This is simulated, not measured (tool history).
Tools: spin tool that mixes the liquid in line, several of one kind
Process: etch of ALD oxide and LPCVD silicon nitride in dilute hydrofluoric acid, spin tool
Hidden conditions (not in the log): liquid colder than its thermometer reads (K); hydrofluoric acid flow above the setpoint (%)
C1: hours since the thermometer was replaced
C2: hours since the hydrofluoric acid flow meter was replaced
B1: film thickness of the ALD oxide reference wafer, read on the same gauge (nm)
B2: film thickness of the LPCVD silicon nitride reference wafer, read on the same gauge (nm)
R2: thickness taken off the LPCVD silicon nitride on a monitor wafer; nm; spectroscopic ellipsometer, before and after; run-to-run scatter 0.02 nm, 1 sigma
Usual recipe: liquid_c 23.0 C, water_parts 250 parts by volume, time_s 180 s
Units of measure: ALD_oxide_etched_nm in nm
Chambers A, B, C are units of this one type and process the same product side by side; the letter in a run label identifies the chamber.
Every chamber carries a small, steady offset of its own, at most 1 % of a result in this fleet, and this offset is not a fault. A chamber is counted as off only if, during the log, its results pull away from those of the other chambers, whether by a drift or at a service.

run 1B hour=9.8 | liquid_c=23.0 water_parts=250 time_s=180 | C1=1313.3 C2=1024.3 | B1=140.01 B2=90.017 | ALD_oxide_etched_nm=8.1564 R2=0.34699
run 2A hour=22.9 | liquid_c=23.0 water_parts=250 time_s=180 | C1=335.4 C2=160.5 | B1=140.01 B2=89.996 | ALD_oxide_etched_nm=8.1865 R2=0.32322
run 3C hour=33.5 | liquid_c=23.0 water_parts=250 time_s=180 | C1=1046.9 C2=677.8 | B1=140.00 B2=89.987 | ALD_oxide_etched_nm=8.1582 R2=0.35970
run 4C hour=42.4 | liquid_c=23.0 water_parts=250 time_s=180 | C1=1055.8 C2=686.7 | B1=140.00 B2=89.992 | ALD_oxide_etched_nm=8.1930 R2=0.34699
run 5A hour=49.9 | liquid_c=23.0 water_parts=250 time_s=180 | C1=362.4 C2=187.5 | B1=139.99 B2=89.995 | ALD_oxide_etched_nm=8.1986 R2=0.30831
run 6B hour=57.9 | liquid_c=23.0 water_parts=250 time_s=180 | C1=1361.4 C2=1072.4 | B1=139.97 B2=90.008 | ALD_oxide_etched_nm=8.1283 R2=0.31852
run 7B hour=67.7 | liquid_c=20.5 water_parts=365 time_s=180 | C1=1371.2 C2=1082.2 | B1=140.00 B2=89.976 | ALD_oxide_etched_nm=4.5861 R2=0.18516
run 8A hour=74.3 | liquid_c=20.5 water_parts=365 time_s=180 | C1=386.8 C2=211.9 | B1=140.03 B2=89.987 | ALD_oxide_etched_nm=4.5936 R2=0.20163
run 9C hour=85.8 | liquid_c=20.5 water_parts=365 time_s=180 | C1=1099.2 C2=730.1 | B1=139.96 B2=90.008 | ALD_oxide_etched_nm=4.6077 R2=0.18431
run 10C hour=98.1 | liquid_c=23.0 water_parts=250 time_s=180 | C1=1111.5 C2=742.4 | B1=140.01 B2=89.990 | ALD_oxide_etched_nm=8.1374 R2=0.32069
run 11B hour=106.4 | liquid_c=23.0 water_parts=250 time_s=180 | C1=1409.9 C2=1120.9 | B1=140.01 B2=90.001 | ALD_oxide_etched_nm=8.1415 R2=0.33075
run 12A hour=115.5 | liquid_c=23.0 water_parts=250 time_s=180 | C1=428.0 C2=253.1 | B1=139.99 B2=89.998 | ALD_oxide_etched_nm=8.1532 R2=0.34146
run 13C hour=123.2 | liquid_c=23.0 water_parts=250 time_s=180 | C1=1136.6 C2=767.5 | B1=140.00 B2=90.006 | ALD_oxide_etched_nm=8.1912 R2=0.30327
run 14B hour=136.1 | liquid_c=23.0 water_parts=250 time_s=180 | C1=1439.6 C2=1150.6 | B1=139.99 B2=90.001 | ALD_oxide_etched_nm=8.1558 R2=0.33456
run 15A hour=148.0 | liquid_c=23.0 water_parts=250 time_s=180 | C1=460.5 C2=285.6 | B1=139.98 B2=89.998 | ALD_oxide_etched_nm=8.2207 R2=0.34042
run 16B hour=155.1 | liquid_c=23.0 water_parts=250 time_s=180 | C1=1458.6 C2=1169.6 | B1=140.01 B2=90.006 | ALD_oxide_etched_nm=8.1145 R2=0.31206
run 17A hour=166.1 | liquid_c=27.5 water_parts=160 time_s=180 | C1=478.6 C2=303.7 | B1=139.98 B2=90.004 | ALD_oxide_etched_nm=16.7870 R2=0.67807
run 18C hour=173.8 | liquid_c=27.5 water_parts=160 time_s=180 | C1=1187.2 C2=818.1 | B1=140.01 B2=90.008 | ALD_oxide_etched_nm=16.6950 R2=0.65589
run 19A hour=187.5 | liquid_c=27.5 water_parts=160 time_s=180 | C1=500.0 C2=325.1 | B1=139.99 B2=89.986 | ALD_oxide_etched_nm=16.8050 R2=0.67967
run 20C hour=198.6 | liquid_c=23.0 water_parts=250 time_s=180 | C1=1212.0 C2=842.9 | B1=140.01 B2=89.984 | ALD_oxide_etched_nm=8.1623 R2=0.32895
run 21B hour=208.5 | liquid_c=23.0 water_parts=250 time_s=180 | C1=1512.0 C2=1223.0 | B1=140.04 B2=89.998 | ALD_oxide_etched_nm=8.1165 R2=0.33940
run 22A hour=217.8 | liquid_c=23.0 water_parts=250 time_s=180 | C1=530.3 C2=355.4 | B1=140.02 B2=89.994 | ALD_oxide_etched_nm=8.2106 R2=0.34048
run 23B hour=229.8 | liquid_c=23.0 water_parts=250 time_s=180 | C1=1533.3 C2=1244.3 | B1=139.98 B2=89.989 | ALD_oxide_etched_nm=8.1077 R2=0.30615
run 24C hour=237.0 | liquid_c=23.0 water_parts=130 time_s=180 | C1=1250.4 C2=881.3 | B1=140.00 B2=90.005 | ALD_oxide_etched_nm=17.9010 R2=0.64677
run 25B hour=246.8 | liquid_c=23.0 water_parts=130 time_s=180 | C1=1550.3 C2=1261.3 | B1=139.97 B2=90.001 | ALD_oxide_etched_nm=17.6950 R2=0.65954
run 26C hour=258.3 | liquid_c=23.0 water_parts=130 time_s=180 | C1=1271.7 C2=902.6 | B1=140.00 B2=90.007 | ALD_oxide_etched_nm=18.0490 R2=0.71871
run 27A hour=265.2 | liquid_c=23.0 water_parts=250 time_s=180 | C1=577.7 C2=402.8 | B1=139.98 B2=90.000 | ALD_oxide_etched_nm=8.1162 R2=0.36692
run 28B hour=278.0 | liquid_c=23.0 water_parts=250 time_s=180 | C1=1581.5 C2=1292.5 | B1=139.99 B2=89.983 | ALD_oxide_etched_nm=8.1488 R2=0.35163
run 29A hour=285.1 | liquid_c=23.0 water_parts=250 time_s=180 | C1=597.6 C2=422.7 | B1=140.01 B2=90.006 | ALD_oxide_etched_nm=8.2163 R2=0.33283
run 30C hour=294.0 | liquid_c=23.0 water_parts=250 time_s=180 | C1=1307.4 C2=938.3 | B1=139.98 B2=90.007 | ALD_oxide_etched_nm=8.1025 R2=0.35332

Which is it: a chamber that has drifted or been left off by a service, a gauge drift common to all chambers, or only each chamber's usual small offset? If a chamber is off, name it and its likeliest cause.

Neither any chamber nor the gauge drifts; the chambers differ only by their own small, steady offsets.

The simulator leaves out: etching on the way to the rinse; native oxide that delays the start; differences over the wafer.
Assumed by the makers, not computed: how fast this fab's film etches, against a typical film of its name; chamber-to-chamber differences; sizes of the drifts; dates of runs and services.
